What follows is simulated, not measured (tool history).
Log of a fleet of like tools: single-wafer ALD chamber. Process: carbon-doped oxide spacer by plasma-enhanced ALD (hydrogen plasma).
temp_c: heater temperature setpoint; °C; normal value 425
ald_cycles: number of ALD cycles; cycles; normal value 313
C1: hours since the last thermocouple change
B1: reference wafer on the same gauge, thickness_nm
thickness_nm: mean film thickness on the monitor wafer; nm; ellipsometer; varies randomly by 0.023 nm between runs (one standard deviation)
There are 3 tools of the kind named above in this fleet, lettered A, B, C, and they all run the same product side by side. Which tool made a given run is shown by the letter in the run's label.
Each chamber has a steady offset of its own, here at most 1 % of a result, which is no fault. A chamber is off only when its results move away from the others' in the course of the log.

Run 1A, day 0.158: usual settings; C1 556.6; B1 12.299. Result: thickness_nm 14.573 nm.
Run 2B, day 0.425: usual settings; C1 2202.8; B1 12.298. Result: thickness_nm 14.495 nm.
Run 3C, day 0.738: usual settings; C1 1731.7; B1 12.293. Result: thickness_nm 14.458 nm.
Run 4A, day 0.979: usual settings; C1 576.3; B1 12.291. Result: thickness_nm 14.523 nm.
Run 5B, day 1.212: usual settings; C1 2221.7; B1 12.292. Result: thickness_nm 14.456 nm.
Run 6C, day 1.492: usual settings; C1 1749.8; B1 12.285. Result: thickness_nm 14.387 nm.
Run 7B, day 1.629: usual settings; C1 2231.7; B1 12.283. Result: thickness_nm 14.461 nm.
Run 8A, day 1.767: usual settings; C1 595.2; B1 12.289. Result: thickness_nm 14.545 nm.
Run 9C, day 1.967: usual settings; C1 1761.2; B1 12.289. Result: thickness_nm 14.456 nm.
Run 10A, day 2.221: usual settings; C1 606.1; B1 12.285. Result: thickness_nm 14.531 nm.
Run 11C, day 2.475: usual settings; C1 1773.4; B1 12.28. Result: thickness_nm 14.439 nm.
Run 12B, day 2.688: usual settings; C1 2257.1; B1 12.279. Result: thickness_nm 14.5 nm.
Run 13B, day 2.888: usual settings; C1 2261.9; B1 12.274. Result: thickness_nm 14.508 nm.
Run 14A, day 3.171: usual settings; C1 628.9; B1 12.277. Result: thickness_nm 14.517 nm.
Run 15C, day 3.429: usual settings; C1 1796.3; B1 12.276. Result: thickness_nm 14.462 nm.
Run 16C, day 3.738: usual settings; C1 1803.7; B1 12.268. Result: thickness_nm 14.4 nm.
Run 17B, day 3.954: usual settings; C1 2287.5; B1 12.269. Result: thickness_nm 14.437 nm.
Run 18A, day 4.221: usual settings; C1 654.1; B1 12.274. Result: thickness_nm 14.541 nm.
Run 19A, day 4.442: usual settings; C1 659.4; B1 12.266. Result: thickness_nm 14.544 nm.
Run 20C, day 4.679: usual settings but ald_cycles 257 cycles; C1 1826.3; B1 12.268. Result: thickness_nm 11.846 nm.
Run 21B, day 4.821: usual settings but ald_cycles 257 cycles; C1 2308.3; B1 12.266. Result: thickness_nm 11.87 nm.
Run 22B, day 5.1: usual settings but ald_cycles 257 cycles; C1 2315; B1 12.264. Result: thickness_nm 11.845 nm.
Run 23A, day 5.271: usual settings; C1 679.3; B1 12.263. Result: thickness_nm 14.487 nm.
At day 5.462: chamber C: thermocouple changed; heater temperature recalibrated.
Run 24C, day 5.588: usual settings but ald_cycles 294 cycles; C1 3.1; B1 12.256. Result: thickness_nm 13.544 nm.
Run 25B, day 5.846: usual settings but ald_cycles 294 cycles; C1 2332.9; B1 12.251. Result: thickness_nm 13.536 nm.
Run 26A, day 5.992: usual settings but ald_cycles 294 cycles; C1 696.6; B1 12.255. Result: thickness_nm 13.608 nm.
Run 27C, day 6.271: usual settings; C1 19.5; B1 12.255. Result: thickness_nm 14.412 nm.
Run 28A, day 6.408: usual settings; C1 706.6; B1 12.251. Result: thickness_nm 14.49 nm.
Run 29B, day 6.546: usual settings; C1 2349.7; B1 12.248. Result: thickness_nm 14.406 nm.
Run 30C, day 6.767: usual settings; C1 31.4; B1 12.254. Result: thickness_nm 14.437 nm.
Run 31B, day 7.079: usual settings; C1 2362.5; B1 12.244. Result: thickness_nm 14.421 nm.
Run 32C, day 7.308: usual settings but temp_c 430 °C; C1 44.4; B1 12.244. Result: thickness_nm 14.17 nm.
Run 33A, day 7.467: usual settings but temp_c 430 °C; C1 732; B1 12.24. Result: thickness_nm 14.235 nm.
Run 34C, day 7.679: usual settings but temp_c 430 °C; C1 53.3; B1 12.241. Result: thickness_nm 14.143 nm.
Run 35B, day 7.983: usual settings; C1 2384.2; B1 12.244. Result: thickness_nm 14.42 nm.
Run 36A, day 8.229: usual settings; C1 750.3; B1 12.236. Result: thickness_nm 14.497 nm.
Run 37C, day 8.462: usual settings; C1 72.1; B1 12.237. Result: thickness_nm 14.427 nm.
Run 38A, day 8.775: usual settings; C1 763.4; B1 12.233. Result: thickness_nm 14.47 nm.
Run 39B, day 9.096: usual settings; C1 2410.9; B1 12.235. Result: thickness_nm 14.406 nm.
Run 40B, day 9.371: usual settings; C1 2417.5; B1 12.229. Result: thickness_nm 14.395 nm.
Run 41A, day 9.65: usual settings; C1 784.4; B1 12.231. Result: thickness_nm 14.495 nm.
Run 42C, day 9.892: usual settings but temp_c 414 °C, ald_cycles 350 cycles; C1 106.4; B1 12.227. Result: thickness_nm 16.651 nm.
Run 43C, day 10.088: usual settings but temp_c 414 °C, ald_cycles 350 cycles; C1 111.1; B1 12.224. Result: thickness_nm 16.678 nm.
Run 44A, day 10.35: usual settings but temp_c 414 °C, ald_cycles 350 cycles; C1 801.2; B1 12.226. Result: thickness_nm 16.793 nm.

Next, every chamber runs the same settings. What will each give?
Run 45A, day 10.575: usual settings but ald_cycles 263 cycles. Result: thickness_nm ?.
Run 45B, day 10.575: usual settings but ald_cycles 263 cycles. Result: thickness_nm ?.
Run 45C, day 10.575: usual settings but ald_cycles 263 cycles. Result: thickness_nm ?.

run  thickness_nm
45A        12.156
45B        12.057
45C         12.07
